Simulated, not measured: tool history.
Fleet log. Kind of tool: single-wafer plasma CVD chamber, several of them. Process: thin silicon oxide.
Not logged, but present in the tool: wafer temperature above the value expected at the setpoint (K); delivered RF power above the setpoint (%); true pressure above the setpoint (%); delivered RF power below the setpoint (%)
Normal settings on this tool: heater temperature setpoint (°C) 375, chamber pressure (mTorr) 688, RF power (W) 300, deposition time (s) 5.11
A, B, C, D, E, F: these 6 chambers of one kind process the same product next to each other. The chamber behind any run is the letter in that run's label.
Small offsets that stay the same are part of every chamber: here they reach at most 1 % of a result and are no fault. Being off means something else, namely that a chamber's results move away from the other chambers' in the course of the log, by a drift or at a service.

run	hour	heater temperature setpoint (°C)	chamber pressure (mTorr)	RF power (W)	deposition time (s)	hours since the last thermocouple change	hours since the last RF generator calibration	hours since the last manometer calibration	read-back reference wafer on the same gauge, thickness_nm	mean film thickness on the monitor wafer (nm)
1A	6.8	375	688	300	5.11	1115.1	1484.2	985.9	8.5169	8.2082
2B	13.9	375	688	300	5.11	1167.6	971.2	139.6	8.5153	8.1417
3C	22.0	375	688	300	5.11	823.6	251.1	31.5	8.5170	8.1941
4E	33.9	375	688	300	5.11	396.0	593.9	351.4	8.5123	8.1170
5F	40.0	375	688	300	5.11	1969.4	491.2	669.9	8.5138	8.1741
# hour 46.1: chamber A: capacitance manometer re-zeroed and calibrated
6D	47.7	375	688	300	5.11	341.8	2026.5	1181.8	8.5126	8.1907
7C	59.3	375	771	300	5.11	860.9	288.4	68.8	8.5103	9.2366
8A	68.0	375	771	300	5.11	1176.3	1545.4	22.0	8.5076	9.1646
9E	79.2	375	771	300	5.11	441.3	639.2	396.7	8.5066	9.1492
10F	86.9	375	771	300	5.11	2016.3	538.1	716.8	8.5056	9.2011
11B	94.4	375	771	300	5.11	1248.1	1051.7	220.1	8.5048	9.1582
12D	103.6	375	771	300	5.11	397.7	2082.4	1237.7	8.5003	9.1960
13E	109.5	375	688	300	5.11	471.6	669.5	427.0	8.4994	8.1053
14F	115.1	375	688	300	5.11	2044.5	566.3	745.0	8.4965	8.1754
15C	122.5	375	688	300	5.11	924.1	351.6	132.0	8.4945	8.2027
16D	128.2	375	688	300	5.11	422.3	2107.0	1262.3	8.4942	8.1807
# hour 136.5: chamber B: thermocouple changed; heater temperature recalibrated
17B	138.7	384	628	300	5.11	2.3	1096.0	264.4	8.4957	7.3595
18A	146.0	384	628	300	5.11	1254.3	1623.4	100.0	8.4915	7.3555
19C	154.4	384	628	300	5.11	956.0	383.5	163.9	8.4929	7.3732
20B	164.0	384	628	300	5.11	27.6	1121.3	289.7	8.4887	7.3573
21A	173.1	384	628	300	5.11	1281.4	1650.5	127.1	8.4869	7.3407
22D	184.1	384	628	300	5.11	478.2	2162.9	1318.2	8.4881	7.3887
23E	190.1	375	688	300	5.11	552.2	750.1	507.6	8.4852	8.1058
24F	197.9	375	688	300	5.11	2127.3	649.1	827.8	8.4841	8.1325
# hour 205.4: chamber D: RF generator calibrated
25C	209.5	375	688	300	5.11	1011.1	438.6	219.0	8.4802	8.1766
# hour 210.4: chamber C: thermocouple changed; heater temperature recalibrated
26E	220.8	375	688	300	5.11	582.9	780.8	538.3	8.4822	8.0970
27D	227.9	375	688	300	5.11	522.0	22.5	1362.0	8.4792	8.1993
28B	237.7	375	688	300	5.11	101.3	1195.0	363.4	8.4766	8.1367
29A	244.1	375	688	300	5.11	1352.4	1721.5	198.1	8.4716	8.1260
30F	255.3	369	855	300	5.11	2184.7	706.5	885.2	8.4743	10.0980
31D	265.5	369	855	300	5.11	559.6	60.1	1399.6	8.4691	10.1200
# hour 276.6: chamber A: thermocouple changed; heater temperature recalibrated
32C	276.6	369	855	300	5.11	66.3	505.7	286.1	8.4687	10.1360
# hour 278.5: chamber B: RF generator calibrated
33F	282.4	369	855	300	5.11	2211.8	733.6	912.3	8.4694	10.0760
34B	287.7	369	855	300	5.11	151.3	9.3	413.4	8.4696	10.0410
35A	295.3	369	855	300	5.11	18.7	1772.7	249.3	8.4650	10.0880
36E	306.6	375	688	300	5.11	668.7	866.6	624.1	8.4621	8.0915
37A	312.0	375	688	300	5.11	35.4	1789.4	266.0	8.4658	8.1251

Predict what each chamber gives when all 6 of them run the settings below next.
38A	320.7	375	688	320	5.11					?
38B	320.7	375	688	320	5.11					?
38C	320.7	375	688	320	5.11					?
38D	320.7	375	688	320	5.11					?
38E	320.7	375	688	320	5.11					?
38F	320.7	375	688	320	5.11					?

run	mean film thickness on the monitor wafer (nm)
38A	8.3292
38B	8.3233
38C	8.3667
38D	8.3826
38E	8.2821
38F	8.3243
